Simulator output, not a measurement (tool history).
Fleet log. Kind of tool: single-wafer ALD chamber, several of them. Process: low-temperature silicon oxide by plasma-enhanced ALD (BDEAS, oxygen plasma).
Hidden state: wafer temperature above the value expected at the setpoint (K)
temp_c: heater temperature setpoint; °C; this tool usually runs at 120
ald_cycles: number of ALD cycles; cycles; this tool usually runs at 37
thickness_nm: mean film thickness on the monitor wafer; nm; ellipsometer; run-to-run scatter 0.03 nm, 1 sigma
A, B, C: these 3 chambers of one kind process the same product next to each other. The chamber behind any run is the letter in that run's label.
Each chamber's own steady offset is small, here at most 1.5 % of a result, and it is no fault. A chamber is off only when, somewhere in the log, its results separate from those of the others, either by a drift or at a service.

run,day,temp_c,ald_cycles,hours since the last thermocouple change,"read-back reference wafer on the same gauge, thickness_nm",thickness_nm
1A,0.296,120,37,384.1,4.9634,5.1738
2B,0.571,120,37,51.1,4.9589,5.1294
3C,0.729,120,37,1024.2,4.9570,5.0713
4A,1.058,120,37,402.4,4.9632,5.0810
5C,1.388,120,37,1040.0,4.9539,5.0716
6B,1.646,120,37,76.9,4.9584,5.1662
7B,1.988,120,37,85.1,4.9538,5.2081
8A,2.254,120,37,431.1,4.9526,5.1470
9C,2.421,120,37,1064.8,4.9593,5.0408
10C,2.633,120,37,1069.9,4.9637,5.1494
11A,2.933,120,37,447.4,4.9672,5.0708
12B,3.179,120,37,113.7,4.9605,5.1814
13C,3.521,120,37,1091.2,4.9574,5.0389
14A,3.738,120,37,466.7,4.9581,5.1248
15B,4.058,120,37,134.8,4.9661,5.1277
16B,4.233,120,37,139.0,4.9588,5.1505
17A,4.467,120,37,484.2,4.9653,5.0676
18C,4.733,120,37,1120.3,4.9689,5.1117
19A,5.083,120,37,499.0,4.9588,5.1669
20C,5.292,120,37,1133.7,4.9583,5.1027
21B,5.508,120,37,169.6,4.9628,5.1081
22C,5.679,120,37,1143.0,4.9609,5.0624
23B,5.883,120,37,178.6,4.9569,5.1759
24A,6.162,106,41,524.9,4.9674,5.8374

Is one chamber out of step, is the gauge drifting, or do the chambers differ by no more than their own small offsets? For an off chamber, give its letter and the likeliest cause.

No chamber is off and the gauge is stable; the differences are just each chamber's small, constant offset.
